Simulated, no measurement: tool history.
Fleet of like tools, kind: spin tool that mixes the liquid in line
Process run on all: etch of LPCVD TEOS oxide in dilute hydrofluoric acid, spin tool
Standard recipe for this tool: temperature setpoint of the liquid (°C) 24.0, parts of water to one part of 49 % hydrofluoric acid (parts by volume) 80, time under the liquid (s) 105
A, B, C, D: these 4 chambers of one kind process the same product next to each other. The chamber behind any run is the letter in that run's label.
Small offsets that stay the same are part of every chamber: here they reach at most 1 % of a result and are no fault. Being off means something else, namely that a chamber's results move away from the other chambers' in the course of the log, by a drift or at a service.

| run | hour | temperature setpoint of the liquid (°C) | parts of water to one part of 49 % hydrofluoric acid (parts by volume) | time under the liquid (s) | hours since the thermometer was replaced | hours since the hydrofluoric acid flow meter was replaced | read-back film thickness of the LPCVD TEOS oxide reference wafer, read on the same gauge (nm) | thickness taken off the LPCVD TEOS oxide on a monitor wafer (Å) |
|---|---|---|---|---|---|---|---|---|
| 1D | 7.8 | 24.0 | 80 | 105 | 1753.3 | 394.4 | 100.020 | 417.30 |
| 2B | 15.7 | 24.0 | 80 | 105 | 195.3 | 200.5 | 99.998 | 416.85 |
| 3A | 22.3 | 24.0 | 80 | 105 | 1201.5 | 962.2 | 100.020 | 419.24 |
| 4C | 29.5 | 24.0 | 80 | 105 | 173.6 | 178.5 | 100.000 | 413.53 |
| 5D | 43.6 | 24.0 | 80 | 105 | 1789.1 | 430.2 | 99.986 | 421.03 |
| 6A | 55.5 | 24.0 | 80 | 105 | 1234.7 | 995.4 | 99.997 | 411.59 |
| 7B | 61.6 | 24.0 | 80 | 105 | 241.2 | 246.4 | 99.999 | 413.00 |
| 8C | 72.8 | 24.0 | 80 | 105 | 216.9 | 221.8 | 100.020 | 407.39 |
| 9C | 81.4 | 24.0 | 80 | 150 | 225.5 | 230.4 | 100.000 | 592.88 |
| 10B | 89.8 | 24.0 | 80 | 150 | 269.4 | 274.6 | 100.010 | 586.08 |
| 11D | 103.9 | 24.0 | 80 | 150 | 1849.4 | 490.5 | 99.997 | 600.03 |
| 12A | 115.2 | 24.0 | 80 | 150 | 1294.4 | 1055.1 | 100.010 | 592.37 |
| 13B | 126.0 | 24.0 | 80 | 105 | 305.6 | 310.8 | 99.990 | 410.09 |
| 14C | 133.7 | 19.5 | 80 | 105 | 277.8 | 282.7 | 99.968 | 345.57 |
| 15D | 147.5 | 19.5 | 80 | 105 | 1893.0 | 534.1 | 99.988 | 348.16 |
| 16A | 154.2 | 19.5 | 80 | 105 | 1333.4 | 1094.1 | 100.030 | 345.21 |
| 17D | 167.0 | 19.5 | 80 | 105 | 1912.5 | 553.6 | 100.010 | 348.69 |
| 18C | 176.8 | 20.0 | 80 | 140 | 320.9 | 325.8 | 99.983 | 457.89 |
| 19A | 187.7 | 20.0 | 80 | 140 | 1366.9 | 1127.6 | 100.020 | 469.00 |
| 20B | 196.4 | 20.0 | 80 | 140 | 376.0 | 381.2 | 100.000 | 464.40 |
| 21B | 210.3 | 20.0 | 80 | 140 | 389.9 | 395.1 | 100.000 | 471.58 |
| 22C | 218.6 | 24.0 | 80 | 105 | 362.7 | 367.6 | 100.010 | 394.00 |
| 23D | 228.7 | 24.0 | 80 | 105 | 1974.2 | 615.3 | 100.010 | 422.75 |
| 24A | 240.3 | 24.0 | 80 | 105 | 1419.5 | 1180.2 | 99.997 | 408.09 |
| 25C | 253.8 | 24.0 | 110 | 85 | 397.9 | 402.8 | 99.999 | 216.83 |
| 26A | 264.2 | 24.0 | 110 | 85 | 1443.4 | 1204.1 | 100.030 | 234.19 |
| 27B | 274.8 | 24.0 | 110 | 85 | 454.4 | 459.6 | 100.020 | 237.32 |
| 28D | 283.5 | 24.0 | 110 | 85 | 2029.0 | 670.1 | 99.995 | 238.06 |
| 29B | 294.1 | 24.0 | 80 | 105 | 473.7 | 478.9 | 99.988 | 414.83 |
| 30A | 303.9 | 24.0 | 80 | 105 | 1483.1 | 1243.8 | 99.984 | 406.09 |
| 31D | 314.2 | 24.0 | 80 | 105 | 2059.7 | 700.8 | 100.030 | 421.26 |
| 32C | 323.9 | 24.0 | 80 | 135 | 468.0 | 472.9 | 99.996 | 481.15 |
| 33C | 332.1 | 24.0 | 80 | 135 | 476.2 | 481.1 | 100.030 | 473.74 |
| 34D | 340.9 | 24.0 | 80 | 135 | 2086.4 | 727.5 | 100.010 | 534.92 |
| 35B | 354.0 | 24.0 | 80 | 135 | 533.6 | 538.8 | 100.020 | 524.84 |

All chambers now run identical settings, listed one chamber a line with results as question marks. What results will each chamber show?
| 36A | 364.1 | 24.0 | 40 | 105 |  |  |  | ? |
| 36B | 364.1 | 24.0 | 40 | 105 |  |  |  | ? |
| 36C | 364.1 | 24.0 | 40 | 105 |  |  |  | ? |
| 36D | 364.1 | 24.0 | 40 | 105 |  |  |  | ? |

| run | thickness taken off the LPCVD TEOS oxide on a monitor wafer (Å) |
|---|---|
| 36A | 871.43 |
| 36B | 869.86 |
| 36C | 790.18 |
| 36D | 880.70 |

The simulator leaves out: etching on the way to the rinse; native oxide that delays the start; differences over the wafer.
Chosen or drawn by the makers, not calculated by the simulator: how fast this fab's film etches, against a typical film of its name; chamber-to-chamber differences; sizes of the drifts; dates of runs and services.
